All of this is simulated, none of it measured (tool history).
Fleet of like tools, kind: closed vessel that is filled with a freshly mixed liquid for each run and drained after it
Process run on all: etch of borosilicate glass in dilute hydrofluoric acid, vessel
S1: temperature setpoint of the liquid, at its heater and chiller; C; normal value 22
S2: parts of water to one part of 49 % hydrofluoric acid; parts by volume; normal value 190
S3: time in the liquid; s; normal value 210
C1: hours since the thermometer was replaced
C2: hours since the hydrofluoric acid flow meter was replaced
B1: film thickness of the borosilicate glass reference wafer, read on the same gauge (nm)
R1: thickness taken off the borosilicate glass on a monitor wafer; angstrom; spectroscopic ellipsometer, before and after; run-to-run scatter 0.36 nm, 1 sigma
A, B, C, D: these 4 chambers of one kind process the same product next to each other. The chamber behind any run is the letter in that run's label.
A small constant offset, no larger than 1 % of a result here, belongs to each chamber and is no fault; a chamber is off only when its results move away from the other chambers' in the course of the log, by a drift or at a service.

run 1D hour=10.6 | S1=22 S2=190 S3=210 | C1=703.1 C2=713.7 | B1=39.987 | R1=389.13
run 2A hour=20 | S1=22 S2=190 S3=210 | C1=1311.2 C2=373.9 | B1=39.993 | R1=387.34
run 3C hour=31.4 | S1=22 S2=190 S3=210 | C1=36.3 C2=1344.6 | B1=39.978 | R1=388.46
run 4B hour=42.1 | S1=22 S2=190 S3=210 | C1=1126.7 C2=743.4 | B1=39.974 | R1=379.35
run 5C hour=54 | S1=22 S2=190 S3=210 | C1=58.9 C2=1367.2 | B1=40.036 | R1=391.69
run 6D hour=65 | S1=22 S2=190 S3=210 | C1=757.5 C2=768.1 | B1=40 | R1=380
run 7B hour=71.3 | S1=20.5 S2=190 S3=160 | C1=1155.9 C2=772.6 | B1=40.019 | R1=274.45
run 8A hour=80.5 | S1=20.5 S2=190 S3=160 | C1=1371.7 C2=434.4 | B1=40.002 | R1=279.53
run 9D hour=90 | S1=20.5 S2=190 S3=160 | C1=782.5 C2=793.1 | B1=39.984 | R1=278.11
run 10C hour=98.8 | S1=20.5 S2=190 S3=160 | C1=103.7 C2=1412 | B1=40.007 | R1=281.31
run 11B hour=104.8 | S1=22 S2=190 S3=210 | C1=1189.4 C2=806.1 | B1=39.986 | R1=380.91
run 12A hour=116.3 | S1=22 S2=190 S3=210 | C1=1407.5 C2=470.2 | B1=40.003 | R1=386.57
run 13C hour=123.4 | S1=22 S2=190 S3=210 | C1=128.3 C2=1436.6 | B1=40.003 | R1=393.51
run 14B hour=131.4 | S1=22 S2=190 S3=210 | C1=1216 C2=832.7 | B1=40.017 | R1=376.18
run 15D hour=136.9 | S1=22 S2=140 S3=210 | C1=829.4 C2=840 | B1=39.992 | R1=544.62
run 16A hour=144 | S1=22 S2=140 S3=210 | C1=1435.2 C2=497.9 | B1=40.001 | R1=549.09
run 17B hour=155.4 | S1=22 S2=140 S3=210 | C1=1240 C2=856.7 | B1=40.019 | R1=542.37
-- hour=161.3 chamber D: hydrofluoric acid flow meter replaced
run 18A hour=167.9 | S1=22 S2=140 S3=210 | C1=1459.1 C2=521.8 | B1=39.99 | R1=553.28
run 19D hour=175.2 | S1=22 S2=190 S3=210 | C1=867.7 C2=13.9 | B1=39.997 | R1=380.99
run 20C hour=182.4 | S1=22 S2=190 S3=210 | C1=187.3 C2=1495.6 | B1=40.02 | R1=407.39
run 21A hour=193.4 | S1=22 S2=190 S3=210 | C1=1484.6 C2=547.3 | B1=39.987 | R1=390.55
run 22B hour=204.6 | S1=22 S2=190 S3=210 | C1=1289.2 C2=905.9 | B1=40.016 | R1=380.81
run 23D hour=210.8 | S1=22 S2=220 S3=270 | C1=903.3 C2=49.5 | B1=40.004 | R1=415.74
run 24C hour=219.1 | S1=22 S2=220 S3=270 | C1=224 C2=1532.3 | B1=40.002 | R1=437.82
run 25D hour=225.2 | S1=22 S2=220 S3=270 | C1=917.7 C2=63.9 | B1=40.019 | R1=415.86
-- hour=227.6 chamber A: thermometer replaced
run 26A hour=234.3 | S1=22 S2=220 S3=270 | C1=6.8 C2=588.2 | B1=39.967 | R1=416.62
run 27B hour=243.8 | S1=22 S2=190 S3=210 | C1=1328.4 C2=945.1 | B1=40.03 | R1=385.83
run 28C hour=252.3 | S1=22 S2=190 S3=210 | C1=257.2 C2=1565.5 | B1=39.994 | R1=409.01

Each of the 4 chambers runs these same settings next. Fill in every chamber's results:
run 29A hour=261.3 | S1=22 S2=260 S3=210 | R1=?
run 29B hour=261.3 | S1=22 S2=260 S3=210 | R1=?
run 29C hour=261.3 | S1=22 S2=260 S3=210 | R1=?
run 29D hour=261.3 | S1=22 S2=260 S3=210 | R1=?

run=29A R1=262.71
run=29B R1=264.52
run=29C R1=277.84
run=29D R1=258.58

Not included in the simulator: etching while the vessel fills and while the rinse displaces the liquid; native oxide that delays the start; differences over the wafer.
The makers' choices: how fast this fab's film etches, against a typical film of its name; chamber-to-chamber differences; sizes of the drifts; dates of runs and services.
